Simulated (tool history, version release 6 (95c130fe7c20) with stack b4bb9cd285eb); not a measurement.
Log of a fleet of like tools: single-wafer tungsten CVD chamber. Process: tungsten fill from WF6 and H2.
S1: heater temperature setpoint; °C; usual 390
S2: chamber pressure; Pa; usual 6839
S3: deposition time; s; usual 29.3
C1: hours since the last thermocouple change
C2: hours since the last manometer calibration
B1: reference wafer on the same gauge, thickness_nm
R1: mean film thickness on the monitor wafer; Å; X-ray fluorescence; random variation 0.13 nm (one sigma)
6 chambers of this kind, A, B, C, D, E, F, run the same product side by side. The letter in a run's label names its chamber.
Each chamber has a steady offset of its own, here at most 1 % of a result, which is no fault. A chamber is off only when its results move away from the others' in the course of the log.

| run | hour | S1 | S2 | S3 | C1 | C2 | B1 | R1 |
|---|---|---|---|---|---|---|---|---|
| 1D | 2.8 | 390 | 6839 | 29.3 | 813.1 | 504 | 72.982 | 904.8 |
| 2F | 6.3 | 390 | 6839 | 29.3 | 870.8 | 2339.9 | 72.955 | 896.91 |
| 3A | 10.2 | 390 | 6839 | 29.3 | 627 | 327.2 | 72.96 | 904.86 |
| 4C | 14.6 | 390 | 6839 | 29.3 | 771.9 | 1504.2 | 72.959 | 904.48 |
| 5B | 18.2 | 390 | 6839 | 29.3 | 574.4 | 1225.4 | 72.946 | 904.37 |
| 6E | 20.6 | 390 | 6839 | 29.3 | 1605.7 | 873.4 | 72.949 | 904.07 |
| 7D | 23.3 | 390 | 7959 | 29.3 | 833.6 | 524.5 | 72.937 | 968.48 |
| 8C | 26.7 | 390 | 7959 | 29.3 | 784 | 1516.3 | 72.918 | 967.12 |
| 9A | 30.2 | 390 | 7959 | 29.3 | 647 | 347.2 | 72.917 | 965.94 |
| 10B | 33.8 | 390 | 7959 | 29.3 | 590 | 1241 | 72.904 | 967.02 |
| 11E | 36.7 | 390 | 7959 | 29.3 | 1621.8 | 889.5 | 72.905 | 968.27 |
| 12F | 40.6 | 390 | 7959 | 29.3 | 905.1 | 2374.2 | 72.848 | 958.17 |
| 13F | 42.7 | 390 | 6839 | 29.3 | 907.2 | 2376.3 | 72.885 | 896.92 |
| 14D | 46.4 | 390 | 6839 | 29.3 | 856.7 | 547.6 | 72.866 | 901.6 |
| 15C | 50.5 | 390 | 6839 | 29.3 | 807.8 | 1540.1 | 72.846 | 903.06 |
| 16E | 53.6 | 390 | 6839 | 29.3 | 1638.7 | 906.4 | 72.815 | 903.71 |
| 17A | 57.8 | 390 | 6839 | 29.3 | 674.6 | 374.8 | 72.81 | 901.56 |
| 18B | 59.9 | 390 | 6839 | 29.3 | 616.1 | 1267.1 | 72.827 | 901.49 |
| 19F | 63.4 | 390 | 6839 | 29.3 | 927.9 | 2397 | 72.804 | 896.89 |
| 20A | 67.5 | 390 | 6839 | 29.3 | 684.3 | 384.5 | 72.804 | 900.51 |
| 21B | 69.9 | 390 | 6839 | 29.3 | 626.1 | 1277.1 | 72.802 | 901.39 |
| 22C | 73.4 | 390 | 6839 | 29.3 | 830.7 | 1563 | 72.78 | 904.55 |
| 23E | 77.3 | 390 | 6839 | 29.3 | 1662.4 | 930.1 | 72.767 | 902.78 |
| 24D | 80.7 | 390 | 6839 | 29.3 | 891 | 581.9 | 72.787 | 899.89 |
| 25D | 83.9 | 386 | 6839 | 26.8 | 894.2 | 585.1 | 72.773 | 766.41 |
| 26A | 86.6 | 386 | 6839 | 26.8 | 703.4 | 403.6 | 72.738 | 761.5 |
| 27F | 90.6 | 386 | 6839 | 26.8 | 955.1 | 2424.2 | 72.732 | 755.19 |
|  | 92.5 | chamber B: capacitance manometer re-zeroed and calibrated |
| 28E | 93.7 | 386 | 6839 | 26.8 | 1678.8 | 946.5 | 72.69 | 760.39 |
| 29B | 95.6 | 386 | 6839 | 26.8 | 651.8 | 3.2 | 72.691 | 758.85 |
| 30C | 99.4 | 386 | 6839 | 26.8 | 856.7 | 1589 | 72.713 | 761.37 |
| 31C | 102.3 | 390 | 7426 | 33.8 | 859.6 | 1591.9 | 72.7 | 1078.3 |
| 32A | 106.3 | 390 | 7426 | 33.8 | 723.1 | 423.3 | 72.669 | 1077.1 |
| 33F | 110.6 | 390 | 7426 | 33.8 | 975.1 | 2444.2 | 72.668 | 1071 |
| 34E | 113 | 390 | 7426 | 33.8 | 1698.1 | 965.8 | 72.662 | 1081.7 |
| 35D | 115.2 | 390 | 7426 | 33.8 | 925.5 | 616.4 | 72.665 | 1079 |
| 36B | 118.9 | 390 | 7426 | 33.8 | 675.1 | 26.5 | 72.633 | 1078.4 |
| 37E | 123.2 | 390 | 6839 | 29.3 | 1708.3 | 976 | 72.651 | 900.82 |
| 38A | 127 | 390 | 6319 | 29.3 | 743.8 | 444 | 72.617 | 866.9 |
| 39D | 129.5 | 390 | 6319 | 29.3 | 939.8 | 630.7 | 72.607 | 868.63 |
| 40F | 132.2 | 390 | 6319 | 29.3 | 996.7 | 2465.8 | 72.603 | 860.88 |
| 41B | 136.2 | 390 | 6319 | 29.3 | 692.4 | 43.8 | 72.6 | 868.71 |
| 42C | 139.5 | 390 | 6319 | 29.3 | 896.8 | 1629.1 | 72.577 | 867.84 |
| 43E | 141.5 | 390 | 6319 | 29.3 | 1726.6 | 994.3 | 72.589 | 868.3 |
| 44D | 143.6 | 390 | 6839 | 29.3 | 953.9 | 644.8 | 72.546 | 899.9 |

All 6 chambers run these settings next. Forecast each chamber's results:
| 45A | 146.8 | 390 | 6146 | 29.3 |  |  |  | ? |
| 45B | 146.8 | 390 | 6146 | 29.3 |  |  |  | ? |
| 45C | 146.8 | 390 | 6146 | 29.3 |  |  |  | ? |
| 45D | 146.8 | 390 | 6146 | 29.3 |  |  |  | ? |
| 45E | 146.8 | 390 | 6146 | 29.3 |  |  |  | ? |
| 45F | 146.8 | 390 | 6146 | 29.3 |  |  |  | ? |

| run | R1 |
|---|---|
| 45A | 853.6 |
| 45B | 856.31 |
| 45C | 855.65 |
| 45D | 858.83 |
| 45E | 855.82 |
| 45F | 849.74 |

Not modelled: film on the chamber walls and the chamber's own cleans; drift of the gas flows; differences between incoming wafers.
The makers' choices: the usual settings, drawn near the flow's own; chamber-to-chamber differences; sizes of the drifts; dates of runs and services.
